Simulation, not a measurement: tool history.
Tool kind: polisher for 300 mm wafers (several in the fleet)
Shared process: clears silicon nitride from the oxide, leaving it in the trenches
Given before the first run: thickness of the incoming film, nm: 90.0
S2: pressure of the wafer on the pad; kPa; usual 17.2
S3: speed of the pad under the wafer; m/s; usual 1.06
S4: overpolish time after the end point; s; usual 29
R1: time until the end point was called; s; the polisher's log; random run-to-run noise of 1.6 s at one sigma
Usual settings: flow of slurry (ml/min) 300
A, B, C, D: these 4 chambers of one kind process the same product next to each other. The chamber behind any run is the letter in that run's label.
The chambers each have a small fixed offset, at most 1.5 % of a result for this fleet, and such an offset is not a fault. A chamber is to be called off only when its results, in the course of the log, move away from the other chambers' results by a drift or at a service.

{"hour": 0.8, "done": "chamber B: worn pad replaced by a new one"}
{"run": "1B", "hour": 4.9, "flow of slurry (ml/min)": 300, "S2": 17.2, "S3": 1.06, "S4": 29, "R1": 125.67}
{"hour": 5.9, "done": "chamber A: worn pad replaced by a new one"}
{"run": "2D", "hour": 8.1, "flow of slurry (ml/min)": 300, "S2": 17.2, "S3": 1.06, "S4": 29, "R1": 122.34}
{"hour": 10.1, "done": "chamber C: slurry nozzle cleaned"}
{"run": "3A", "hour": 12.4, "flow of slurry (ml/min)": 300, "S2": 17.2, "S3": 1.06, "S4": 29, "R1": 128.38}
{"run": "4C", "hour": 17.3, "flow of slurry (ml/min)": 300, "S2": 17.2, "S3": 1.06, "S4": 29, "R1": 128.65}
{"run": "5D", "hour": 22.1, "flow of slurry (ml/min)": 300, "S2": 17.2, "S3": 1.06, "S4": 29, "R1": 126.59}
{"run": "6C", "hour": 29.4, "flow of slurry (ml/min)": 300, "S2": 17.2, "S3": 1.06, "S4": 29, "R1": 125.37}
{"run": "7B", "hour": 34.1, "flow of slurry (ml/min)": 300, "S2": 17.2, "S3": 1.06, "S4": 29, "R1": 123.23}
{"run": "8A", "hour": 38.4, "flow of slurry (ml/min)": 300, "S2": 17.2, "S3": 1.06, "S4": 29, "R1": 126.7}
{"run": "9C", "hour": 44.8, "flow of slurry (ml/min)": 300, "S2": 22.1, "S3": 1.06, "S4": 36, "R1": 99.885}
{"run": "10A", "hour": 48.8, "flow of slurry (ml/min)": 300, "S2": 22.1, "S3": 1.06, "S4": 36, "R1": 99.659}
{"run": "11D", "hour": 52.7, "flow of slurry (ml/min)": 300, "S2": 22.1, "S3": 1.06, "S4": 36, "R1": 98.12}
{"run": "12B", "hour": 58.7, "flow of slurry (ml/min)": 300, "S2": 22.1, "S3": 1.06, "S4": 36, "R1": 99.161}
{"run": "13D", "hour": 65.0, "flow of slurry (ml/min)": 300, "S2": 17.2, "S3": 1.3, "S4": 23, "R1": 102.69}
{"run": "14B", "hour": 70.2, "flow of slurry (ml/min)": 300, "S2": 17.2, "S3": 1.3, "S4": 23, "R1": 102.0}
{"hour": 73.3, "done": "chamber A: worn pad replaced by a new one"}
{"run": "15A", "hour": 73.4, "flow of slurry (ml/min)": 300, "S2": 17.2, "S3": 1.3, "S4": 23, "R1": 102.42}
{"hour": 76.4, "done": "chamber C: worn pad replaced by a new one"}
{"hour": 78.9, "done": "chamber D: worn pad replaced by a new one"}
{"run": "16C", "hour": 80.4, "flow of slurry (ml/min)": 300, "S2": 17.2, "S3": 1.3, "S4": 23, "R1": 102.29}
{"run": "17B", "hour": 84.5, "flow of slurry (ml/min)": 300, "S2": 17.2, "S3": 1.38, "S4": 29, "R1": 96.263}
{"run": "18C", "hour": 88.6, "flow of slurry (ml/min)": 300, "S2": 17.2, "S3": 1.38, "S4": 29, "R1": 101.21}
{"hour": 89.7, "done": "chamber B: worn pad replaced by a new one"}
{"run": "19D", "hour": 93.6, "flow of slurry (ml/min)": 300, "S2": 17.2, "S3": 1.38, "S4": 29, "R1": 96.526}
{"run": "20A", "hour": 97.7, "flow of slurry (ml/min)": 300, "S2": 17.2, "S3": 1.38, "S4": 29, "R1": 97.054}
{"run": "21A", "hour": 104.0, "flow of slurry (ml/min)": 300, "S2": 17.2, "S3": 1.06, "S4": 29, "R1": 125.54}
{"hour": 105.9, "done": "chamber B: head pressure recalibrated"}
{"run": "22C", "hour": 111.4, "flow of slurry (ml/min)": 300, "S2": 17.2, "S3": 1.06, "S4": 29, "R1": 125.78}
{"run": "23B", "hour": 114.7, "flow of slurry (ml/min)": 300, "S2": 17.2, "S3": 1.06, "S4": 29, "R1": 114.86}
{"run": "24D", "hour": 121.9, "flow of slurry (ml/min)": 300, "S2": 17.2, "S3": 1.06, "S4": 29, "R1": 124.38}
{"run": "25A", "hour": 126.4, "flow of slurry (ml/min)": 300, "S2": 17.2, "S3": 0.82, "S4": 29, "R1": 165.96}
{"run": "26D", "hour": 133.5, "flow of slurry (ml/min)": 300, "S2": 17.2, "S3": 0.82, "S4": 29, "R1": 159.29}
{"run": "27C", "hour": 140.3, "flow of slurry (ml/min)": 300, "S2": 17.2, "S3": 0.82, "S4": 29, "R1": 167.27}
{"hour": 147.3, "done": "chamber C: worn pad replaced by a new one"}
{"run": "28B", "hour": 147.7, "flow of slurry (ml/min)": 300, "S2": 17.2, "S3": 0.82, "S4": 29, "R1": 151.72}
{"hour": 149.6, "done": "chamber A: worn pad replaced by a new one"}
{"run": "29A", "hour": 155.0, "flow of slurry (ml/min)": 300, "S2": 17.2, "S3": 1.06, "S4": 29, "R1": 126.65}
{"hour": 157.9, "done": "chamber B: slurry nozzle cleaned"}
{"run": "30D", "hour": 161.9, "flow of slurry (ml/min)": 300, "S2": 17.2, "S3": 1.06, "S4": 29, "R1": 124.24}
{"run": "31B", "hour": 165.6, "flow of slurry (ml/min)": 380, "S2": 19.3, "S3": 1.06, "S4": 29, "R1": 104.36}
{"run": "32C", "hour": 172.6, "flow of slurry (ml/min)": 380, "S2": 19.3, "S3": 1.06, "S4": 29, "R1": 112.39}
{"run": "33D", "hour": 179.9, "flow of slurry (ml/min)": 380, "S2": 19.3, "S3": 1.06, "S4": 29, "R1": 110.6}
{"run": "34B", "hour": 183.6, "flow of slurry (ml/min)": 380, "S2": 19.3, "S3": 1.06, "S4": 29, "R1": 103.12}
{"run": "35A", "hour": 188.2, "flow of slurry (ml/min)": 300, "S2": 17.2, "S3": 1.06, "S4": 29, "R1": 127.22}
{"hour": 189.7, "done": "chamber B: worn pad replaced by a new one"}
{"run": "36C", "hour": 194.4, "flow of slurry (ml/min)": 300, "S2": 17.2, "S3": 1.06, "S4": 29, "R1": 129.32}
{"run": "37B", "hour": 201.2, "flow of slurry (ml/min)": 300, "S2": 17.2, "S3": 1.06, "S4": 29, "R1": 116.8}
{"run": "38C", "hour": 206.1, "flow of slurry (ml/min)": 300, "S2": 17.2, "S3": 1.06, "S4": 29, "R1": 124.59}

Next, every chamber runs the same settings. What will each give?
{"run": "39A", "hour": 211.4, "flow of slurry (ml/min)": 300, "S2": 13.1, "S3": 1.06, "S4": 29, "R1": "?"}
{"run": "39B", "hour": 211.4, "flow of slurry (ml/min)": 300, "S2": 13.1, "S3": 1.06, "S4": 29, "R1": "?"}
{"run": "39C", "hour": 211.4, "flow of slurry (ml/min)": 300, "S2": 13.1, "S3": 1.06, "S4": 29, "R1": "?"}
{"run": "39D", "hour": 211.4, "flow of slurry (ml/min)": 300, "S2": 13.1, "S3": 1.06, "S4": 29, "R1": "?"}

run=39A R1=165.820
run=39B R1=153.300
run=39C R1=167.750
run=39D R1=160.750

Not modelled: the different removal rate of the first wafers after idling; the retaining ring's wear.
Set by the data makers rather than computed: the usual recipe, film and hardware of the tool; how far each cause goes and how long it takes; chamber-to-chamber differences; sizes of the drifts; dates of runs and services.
